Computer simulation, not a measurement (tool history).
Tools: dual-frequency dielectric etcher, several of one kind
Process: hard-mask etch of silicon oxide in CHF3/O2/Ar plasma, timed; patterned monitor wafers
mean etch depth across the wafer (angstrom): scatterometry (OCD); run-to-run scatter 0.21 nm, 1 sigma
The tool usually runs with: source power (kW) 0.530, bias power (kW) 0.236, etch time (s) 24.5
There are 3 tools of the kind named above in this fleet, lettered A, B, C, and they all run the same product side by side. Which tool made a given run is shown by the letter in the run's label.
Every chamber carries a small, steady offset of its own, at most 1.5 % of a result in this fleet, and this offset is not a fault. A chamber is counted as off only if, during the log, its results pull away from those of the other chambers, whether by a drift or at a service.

run	hour	source power (kW)	bias power (kW)	etch time (s)	hours since the last wet clean	hours since the last source power generator calibration	hours since the last bias power generator calibration	read-back reference wafer on the same gauge, depth_nm	mean etch depth across the wafer (angstrom)
1C	6.9	0.530	0.236	24.5	385.0	169.3	2273.0	60.170	507.06
2B	11.8	0.530	0.236	24.5	249.9	3571.2	2017.7	60.165	502.45
3A	16.2	0.530	0.236	24.5	623.7	1180.3	1366.9	60.169	505.09
4A	21.0	0.530	0.236	24.5	628.5	1185.1	1371.7	60.187	505.94
# hour 23.8: chamber A: wet clean of the chamber
5C	28.5	0.530	0.236	24.5	406.6	190.9	2294.6	60.137	507.26
6B	33.2	0.530	0.236	24.5	271.3	3592.6	2039.1	60.155	505.08
7A	40.9	0.530	0.236	24.5	17.1	1205.0	1391.6	60.206	508.58
8B	45.7	0.530	0.236	24.5	283.8	3605.1	2051.6	60.235	504.50
9C	50.3	0.530	0.236	24.5	428.4	212.7	2316.4	60.197	509.66
10B	56.6	0.530	0.236	24.5	294.7	3616.0	2062.5	60.186	498.52
11C	63.8	0.530	0.236	24.5	441.9	226.2	2329.9	60.210	503.33
12A	69.5	0.530	0.236	24.5	45.7	1233.6	1420.2	60.210	506.48
13C	76.9	0.530	0.236	24.5	455.0	239.3	2343.0	60.203	510.22
14A	84.4	0.530	0.236	24.5	60.6	1248.5	1435.1	60.223	511.75
15B	91.7	0.530	0.236	24.5	329.8	3651.1	2097.6	60.255	501.23
16C	95.8	0.530	0.236	24.5	473.9	258.2	2361.9	60.178	508.22
17B	101.7	0.530	0.236	24.5	339.8	3661.1	2107.6	60.206	499.13
18A	108.4	0.530	0.236	19.5	84.6	1272.5	1459.1	60.191	402.52
19C	114.4	0.530	0.236	19.5	492.5	276.8	2380.5	60.226	403.49
20A	120.2	0.530	0.236	19.5	96.4	1284.3	1470.9	60.248	403.53
21B	126.7	0.530	0.236	24.5	364.8	3686.1	2132.6	60.205	506.26
22A	134.2	0.530	0.236	24.5	110.4	1298.3	1484.9	60.278	507.73
23C	141.8	0.530	0.236	24.5	519.9	304.2	2407.9	60.214	504.98
24B	147.5	0.530	0.236	24.5	385.6	3706.9	2153.4	60.273	501.11
25A	153.4	0.530	0.236	24.5	129.6	1317.5	1504.1	60.139	506.15
26C	158.6	0.530	0.236	24.5	536.7	321.0	2424.7	60.169	503.71
27B	165.8	0.530	0.236	24.5	403.9	3725.2	2171.7	60.250	505.48
28B	173.2	0.530	0.236	24.5	411.3	3732.6	2179.1	60.155	500.68
29A	179.6	0.530	0.236	24.5	155.8	1343.7	1530.3	60.163	510.58
30C	183.5	0.530	0.236	24.5	561.6	345.9	2449.6	60.186	502.81
31A	187.5	0.530	0.236	21.0	163.7	1351.6	1538.2	60.184	432.86

All 3 chambers run these settings next. Forecast each chamber's results:
32A	193.2	0.440	0.236	24.5					?
32B	193.2	0.440	0.236	24.5					?
32C	193.2	0.440	0.236	24.5					?

run	mean etch depth across the wafer (angstrom)
32A	474.29
32B	472.47
32C	471.66

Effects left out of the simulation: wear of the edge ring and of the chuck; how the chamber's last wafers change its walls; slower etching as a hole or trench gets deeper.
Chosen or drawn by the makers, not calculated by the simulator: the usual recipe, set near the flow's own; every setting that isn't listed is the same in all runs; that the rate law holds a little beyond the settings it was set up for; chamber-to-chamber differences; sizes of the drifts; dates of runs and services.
